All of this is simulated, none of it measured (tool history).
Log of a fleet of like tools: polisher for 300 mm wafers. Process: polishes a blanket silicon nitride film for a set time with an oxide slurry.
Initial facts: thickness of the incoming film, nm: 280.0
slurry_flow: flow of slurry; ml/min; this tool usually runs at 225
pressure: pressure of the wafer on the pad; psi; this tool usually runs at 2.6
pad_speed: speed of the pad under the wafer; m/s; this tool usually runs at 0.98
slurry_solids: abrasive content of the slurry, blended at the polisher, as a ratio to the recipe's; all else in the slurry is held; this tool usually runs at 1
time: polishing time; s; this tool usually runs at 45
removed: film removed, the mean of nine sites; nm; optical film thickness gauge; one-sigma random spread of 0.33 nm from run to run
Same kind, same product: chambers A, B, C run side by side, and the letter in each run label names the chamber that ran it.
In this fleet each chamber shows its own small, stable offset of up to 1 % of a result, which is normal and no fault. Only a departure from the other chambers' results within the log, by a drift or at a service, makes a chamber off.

| run | hour | slurry_flow | pressure | pad_speed | slurry_solids | time | wafers polished on this pad | hours since the slurry nozzle was cleaned | hours since the head pressure was calibrated | hours since the slurry blender was calibrated | hours since the conditioning disc was replaced | removed |
|---|---|---|---|---|---|---|---|---|---|---|---|---|
|  | 9.6 | chamber B: head pressure recalibrated |
| 1B | 13.3 | 225 | 2.6 | 0.98 | 1 | 45 | 546 | 114.6 | 3.8 | 131.8 | 197.9 | 23.641 |
| 2C | 19.2 | 225 | 2.6 | 0.98 | 1 | 45 | 527 | 741.2 | 927.3 | 154.1 | 60.3 | 24.418 |
|  | 28.2 | chamber A: conditioning disc replaced and pad reconditioned |
| 3A | 29.4 | 225 | 2.6 | 0.98 | 1 | 45 | 422 | 495.2 | 819.5 | 80 | 1.2 | 24.036 |
|  | 30.9 | chamber C: worn pad replaced by a new one |
| 4B | 36.7 | 225 | 2.6 | 0.98 | 1 | 45 | 726 | 138 | 27.2 | 155.2 | 221.3 | 24.444 |
|  | 48 | chamber B: slurry blender recalibrated |
| 5C | 49.2 | 225 | 2.6 | 0.98 | 1 | 45 | 141 | 771.2 | 957.3 | 184.1 | 90.3 | 24.173 |
| 6A | 59.5 | 225 | 2.6 | 0.98 | 1 | 45 | 654 | 525.3 | 849.6 | 110.1 | 31.3 | 24.748 |
|  | 60 | chamber C: slurry nozzle cleaned |
| 7C | 71.6 | 225 | 2.6 | 0.98 | 1 | 45 | 313 | 11.6 | 979.7 | 206.5 | 112.7 | 24.017 |
| 8B | 80 | 225 | 2.6 | 0.98 | 1 | 45 | 1060 | 181.3 | 70.5 | 32.1 | 264.6 | 24.187 |
|  | 86.8 | chamber A: worn pad replaced by a new one |
| 9A | 87.4 | 225 | 2.6 | 0.98 | 1 | 45 | 5 | 553.2 | 877.5 | 138 | 59.2 | 24.321 |
| 10A | 93.6 | 250 | 2.6 | 0.98 | 1 | 45 | 53 | 559.4 | 883.7 | 144.2 | 65.4 | 24.451 |
| 11B | 106.6 | 250 | 2.6 | 0.98 | 1 | 45 | 1265 | 207.9 | 97.1 | 58.7 | 291.2 | 24.296 |
|  | 108.3 | chamber C: worn pad replaced by a new one |
| 12C | 117.6 | 250 | 2.6 | 0.98 | 1 | 45 | 72 | 57.6 | 1025.7 | 252.5 | 158.7 | 24.797 |
|  | 122.9 | chamber B: worn pad replaced by a new one |
| 13C | 127.6 | 225 | 2.6 | 0.98 | 1 | 45 | 149 | 67.6 | 1035.7 | 262.5 | 168.7 | 23.875 |
|  | 132.4 | chamber C: conditioning disc replaced and pad reconditioned |
| 14A | 139.5 | 225 | 2.6 | 0.98 | 1 | 45 | 406 | 605.3 | 929.6 | 190.1 | 111.3 | 24.911 |
| 15B | 149.7 | 225 | 2.6 | 0.98 | 1 | 45 | 207 | 251 | 140.2 | 101.8 | 334.3 | 23.893 |
| 16A | 157.7 | 225 | 2.6 | 0.98 | 1 | 45 | 546 | 623.5 | 947.8 | 208.3 | 129.5 | 24.016 |
|  | 161.9 | chamber A: slurry nozzle cleaned |
| 17C | 169.8 | 225 | 2.6 | 0.98 | 1 | 45 | 474 | 109.8 | 1077.9 | 304.7 | 37.4 | 24.556 |
|  | 173.6 | chamber C: slurry blender recalibrated |
|  | 175.6 | chamber A: worn pad replaced by a new one |
| 18B | 176.3 | 225 | 2.6 | 0.98 | 1 | 45 | 411 | 277.6 | 166.8 | 128.4 | 360.9 | 24.091 |
| 19B | 187.6 | 225 | 2.6 | 0.98 | 1 | 29 | 499 | 288.9 | 178.1 | 139.7 | 372.2 | 15.66 |
|  | 197.6 | chamber C: worn pad replaced by a new one |
| 20C | 198 | 225 | 2.6 | 0.98 | 1 | 29 | 3 | 138 | 1106.1 | 24.4 | 65.6 | 15.237 |
| 21A | 210.1 | 225 | 2.6 | 0.98 | 1 | 29 | 266 | 48.3 | 1000.2 | 260.7 | 181.9 | 15.77 |
| 22A | 221.8 | 185 | 2.6 | 0.98 | 1 | 45 | 356 | 60 | 1011.9 | 272.4 | 193.6 | 23.461 |
| 23B | 232.3 | 185 | 2.6 | 0.98 | 1 | 45 | 843 | 333.6 | 222.8 | 184.4 | 416.9 | 23.398 |
|  | 240 | chamber B: slurry blender recalibrated |
| 24C | 244.2 | 185 | 2.6 | 0.98 | 1 | 45 | 359 | 184.2 | 1152.3 | 70.6 | 111.8 | 23.506 |
| 25C | 256.8 | 225 | 2.6 | 0.74 | 1 | 56 | 456 | 196.8 | 1164.9 | 83.2 | 124.4 | 24.173 |
| 26A | 263.8 | 225 | 2.6 | 0.74 | 1 | 56 | 679 | 102 | 1053.9 | 314.4 | 235.6 | 23.958 |
|  | 268.4 | chamber A: slurry blender recalibrated |
| 27B | 275.6 | 225 | 2.6 | 0.74 | 1 | 56 | 1176 | 376.9 | 266.1 | 35.6 | 460.2 | 23.453 |
|  | 282.2 | chamber B: worn pad replaced by a new one |
|  | 285.6 | chamber A: worn pad replaced by a new one |
|  | 286.9 | chamber C: worn pad replaced by a new one |
| 28B | 287.7 | 225 | 2.6 | 0.98 | 1 | 45 | 42 | 389 | 278.2 | 47.7 | 472.3 | 23.124 |
| 29C | 295.5 | 225 | 2.6 | 0.98 | 1 | 45 | 66 | 235.5 | 1203.6 | 121.9 | 163.1 | 24.389 |
|  | 304 | chamber C: conditioning disc replaced and pad reconditioned |
| 30A | 306.6 | 150 | 2.6 | 0.98 | 1 | 45 | 161 | 144.8 | 1096.7 | 38.3 | 278.4 | 22.703 |
|  | 308 | chamber C: head pressure recalibrated |
| 31A | 319.4 | 150 | 2.6 | 0.98 | 1 | 45 | 260 | 157.6 | 1109.5 | 51.1 | 291.2 | 22.231 |
| 32B | 326.3 | 150 | 2.6 | 0.98 | 1 | 45 | 339 | 427.6 | 316.8 | 86.3 | 510.9 | 22.76 |
| 33C | 334 | 225 | 2.6 | 0.98 | 1 | 45 | 363 | 274 | 26 | 160.4 | 30 | 24.146 |
| 34C | 343.1 | 225 | 2.6 | 0.98 | 1 | 45 | 433 | 283.1 | 35.1 | 169.5 | 39.1 | 23.827 |
| 35A | 350.7 | 225 | 2.6 | 0.98 | 1 | 45 | 501 | 188.9 | 1140.8 | 82.4 | 322.5 | 24.232 |
| 36B | 357.9 | 225 | 2.6 | 0.98 | 1 | 45 | 583 | 459.2 | 348.4 | 117.9 | 542.5 | 23.774 |
| 37A | 369.4 | 225 | 2.6 | 0.98 | 1 | 45 | 645 | 207.6 | 1159.5 | 101.1 | 341.2 | 23.953 |
|  | 376.3 | chamber C: worn pad replaced by a new one |
| 38C | 378.3 | 225 | 2.6 | 0.98 | 1 | 45 | 15 | 318.3 | 70.3 | 204.7 | 74.3 | 23.989 |

Predict what each chamber gives when all 3 of them run the settings below next.
| 39A | 387.9 | 225 | 2.6 | 0.98 | 1 | 45 |  |  |  |  |  | ? |
| 39B | 387.9 | 225 | 2.6 | 0.98 | 1 | 45 |  |  |  |  |  | ? |
| 39C | 387.9 | 225 | 2.6 | 0.98 | 1 | 45 |  |  |  |  |  | ? |

| run | removed |
|---|---|
| 39A | 24.081 |
| 39B | 23.79 |
| 39C | 24.114 |
